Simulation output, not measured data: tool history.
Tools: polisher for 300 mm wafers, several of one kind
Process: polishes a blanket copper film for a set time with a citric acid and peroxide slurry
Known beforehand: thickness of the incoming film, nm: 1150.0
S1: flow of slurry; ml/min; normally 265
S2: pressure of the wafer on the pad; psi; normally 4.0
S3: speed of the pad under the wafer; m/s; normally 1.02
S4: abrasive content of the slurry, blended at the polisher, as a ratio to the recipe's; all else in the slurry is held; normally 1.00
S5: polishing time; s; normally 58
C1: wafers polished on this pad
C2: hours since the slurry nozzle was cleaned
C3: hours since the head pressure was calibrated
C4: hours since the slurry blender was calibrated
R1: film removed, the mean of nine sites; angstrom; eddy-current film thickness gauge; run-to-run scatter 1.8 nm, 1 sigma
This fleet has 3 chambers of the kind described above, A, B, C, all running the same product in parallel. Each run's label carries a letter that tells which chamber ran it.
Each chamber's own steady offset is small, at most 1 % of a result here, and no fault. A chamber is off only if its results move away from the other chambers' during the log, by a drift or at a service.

{"run": "1A", "hour": 3.4, "S1": 265, "S2": 4.0, "S3": 1.02, "S4": 1.0, "S5": 58, "C1": 389, "C2": 670.8, "C3": 406.0, "C4": 51.4, "R1": 1460.2}
{"run": "2C", "hour": 8.0, "S1": 265, "S2": 4.0, "S3": 1.02, "S4": 1.0, "S5": 58, "C1": 534, "C2": 415.8, "C3": 456.7, "C4": 196.8, "R1": 1453.2}
{"run": "3B", "hour": 12.6, "S1": 265, "S2": 4.0, "S3": 1.02, "S4": 1.0, "S5": 58, "C1": 780, "C2": 54.4, "C3": 233.6, "C4": 316.9, "R1": 1477.1}
{"run": "4A", "hour": 15.7, "S1": 265, "S2": 4.0, "S3": 1.02, "S4": 1.0, "S5": 58, "C1": 509, "C2": 683.1, "C3": 418.3, "C4": 63.7, "R1": 1495.0}
{"run": "5B", "hour": 18.5, "S1": 355, "S2": 4.0, "S3": 1.02, "S4": 1.0, "S5": 41, "C1": 837, "C2": 60.3, "C3": 239.5, "C4": 322.8, "R1": 1060.5}
{"run": "6C", "hour": 21.6, "S1": 355, "S2": 4.0, "S3": 1.02, "S4": 1.0, "S5": 41, "C1": 666, "C2": 429.4, "C3": 470.3, "C4": 210.4, "R1": 1049.9}
{"run": "7B", "hour": 25.6, "S1": 355, "S2": 4.0, "S3": 1.02, "S4": 1.0, "S5": 41, "C1": 906, "C2": 67.4, "C3": 246.6, "C4": 329.9, "R1": 1063.9}
{"run": "8A", "hour": 30.3, "S1": 265, "S2": 4.0, "S3": 1.02, "S4": 1.0, "S5": 58, "C1": 651, "C2": 697.7, "C3": 432.9, "C4": 78.3, "R1": 1460.1}
{"run": "9C", "hour": 32.8, "S1": 265, "S2": 4.0, "S3": 1.02, "S4": 1.0, "S5": 58, "C1": 774, "C2": 440.6, "C3": 481.5, "C4": 221.6, "R1": 1482.6}
{"run": "10B", "hour": 37.0, "S1": 265, "S2": 4.0, "S3": 1.02, "S4": 1.0, "S5": 58, "C1": 1017, "C2": 78.8, "C3": 258.0, "C4": 341.3, "R1": 1506.5}
{"run": "11C", "hour": 41.4, "S1": 265, "S2": 4.0, "S3": 1.02, "S4": 1.0, "S5": 58, "C1": 858, "C2": 449.2, "C3": 490.1, "C4": 230.2, "R1": 1464.4}
{"run": "12A", "hour": 43.7, "S1": 265, "S2": 4.0, "S3": 1.02, "S4": 1.0, "S5": 58, "C1": 781, "C2": 711.1, "C3": 446.3, "C4": 91.7, "R1": 1453.7}
{"run": "13A", "hour": 48.5, "S1": 265, "S2": 4.0, "S3": 1.02, "S4": 1.0, "S5": 58, "C1": 827, "C2": 715.9, "C3": 451.1, "C4": 96.5, "R1": 1431.5}
{"run": "14B", "hour": 52.7, "S1": 265, "S2": 4.0, "S3": 1.02, "S4": 1.0, "S5": 58, "C1": 1169, "C2": 94.5, "C3": 273.7, "C4": 357.0, "R1": 1480.5}
{"run": "15C", "hour": 57.5, "S1": 320, "S2": 4.0, "S3": 1.02, "S4": 1.1, "S5": 58, "C1": 1014, "C2": 465.3, "C3": 506.2, "C4": 246.3, "R1": 1536.0}
{"run": "16A", "hour": 60.5, "S1": 320, "S2": 4.0, "S3": 1.02, "S4": 1.1, "S5": 58, "C1": 944, "C2": 727.9, "C3": 463.1, "C4": 108.5, "R1": 1446.7}
{"run": "17C", "hour": 62.7, "S1": 320, "S2": 4.0, "S3": 1.02, "S4": 1.1, "S5": 58, "C1": 1065, "C2": 470.5, "C3": 511.4, "C4": 251.5, "R1": 1520.3}
{"run": "18B", "hour": 66.0, "S1": 325, "S2": 4.0, "S3": 0.8, "S4": 1.0, "S5": 58, "C1": 1298, "C2": 107.8, "C3": 287.0, "C4": 370.3, "R1": 1202.9}
{"hour": 70.3, "done": "chamber B: worn pad replaced by a new one"}
{"run": "19C", "hour": 70.3, "S1": 325, "S2": 4.0, "S3": 0.8, "S4": 1.0, "S5": 58, "C1": 1139, "C2": 478.1, "C3": 519.0, "C4": 259.1, "R1": 1176.0}
{"run": "20B", "hour": 72.6, "S1": 325, "S2": 4.0, "S3": 0.8, "S4": 1.0, "S5": 58, "C1": 22, "C2": 114.4, "C3": 293.6, "C4": 376.9, "R1": 1206.0}
{"hour": 73.7, "done": "chamber A: slurry blender recalibrated"}
{"run": "21A", "hour": 75.4, "S1": 265, "S2": 2.9, "S3": 1.02, "S4": 1.0, "S5": 58, "C1": 1089, "C2": 742.8, "C3": 478.0, "C4": 1.7, "R1": 1038.2}
{"hour": 76.7, "done": "chamber C: slurry blender recalibrated"}
{"run": "22C", "hour": 78.3, "S1": 265, "S2": 2.9, "S3": 1.02, "S4": 1.0, "S5": 58, "C1": 1217, "C2": 486.1, "C3": 527.0, "C4": 1.6, "R1": 1060.0}
{"hour": 78.5, "done": "chamber A: slurry nozzle cleaned"}
{"run": "23B", "hour": 83.1, "S1": 265, "S2": 2.9, "S3": 1.02, "S4": 1.0, "S5": 58, "C1": 124, "C2": 124.9, "C3": 304.1, "C4": 387.4, "R1": 1095.5}
{"run": "24A", "hour": 87.5, "S1": 265, "S2": 4.0, "S3": 1.02, "S4": 1.0, "S5": 58, "C1": 1206, "C2": 9.0, "C3": 490.1, "C4": 13.8, "R1": 1369.1}
{"run": "25B", "hour": 90.2, "S1": 265, "S2": 4.0, "S3": 1.02, "S4": 1.0, "S5": 58, "C1": 193, "C2": 132.0, "C3": 311.2, "C4": 394.5, "R1": 1519.3}
{"run": "26A", "hour": 93.3, "S1": 265, "S2": 4.0, "S3": 1.02, "S4": 1.0, "S5": 58, "C1": 1263, "C2": 14.8, "C3": 495.9, "C4": 19.6, "R1": 1316.7}
{"run": "27C", "hour": 98.0, "S1": 265, "S2": 4.0, "S3": 1.02, "S4": 1.0, "S5": 58, "C1": 1408, "C2": 505.8, "C3": 546.7, "C4": 21.3, "R1": 1437.9}
{"run": "28A", "hour": 100.8, "S1": 265, "S2": 4.0, "S3": 1.02, "S4": 1.0, "S5": 47, "C1": 1335, "C2": 22.3, "C3": 503.4, "C4": 27.1, "R1": 1098.1}
{"hour": 102.7, "done": "chamber C: worn pad replaced by a new one"}
{"run": "29B", "hour": 105.4, "S1": 265, "S2": 4.0, "S3": 1.02, "S4": 1.0, "S5": 47, "C1": 341, "C2": 147.2, "C3": 326.4, "C4": 409.7, "R1": 1210.8}
{"run": "30C", "hour": 110.1, "S1": 265, "S2": 4.0, "S3": 1.02, "S4": 1.0, "S5": 47, "C1": 72, "C2": 517.9, "C3": 558.8, "C4": 33.4, "R1": 1190.1}

Next, every chamber runs the same settings. What will each give?
{"run": "31A", "hour": 113.7, "S1": 265, "S2": 4.0, "S3": 1.02, "S4": 0.75, "S5": 58, "R1": "?"}
{"run": "31B", "hour": 113.7, "S1": 265, "S2": 4.0, "S3": 1.02, "S4": 0.75, "S5": 58, "R1": "?"}
{"run": "31C", "hour": 113.7, "S1": 265, "S2": 4.0, "S3": 1.02, "S4": 0.75, "S5": 58, "R1": "?"}

run=31A R1=1198.6
run=31B R1=1433.4
run=31C R1=1402.2
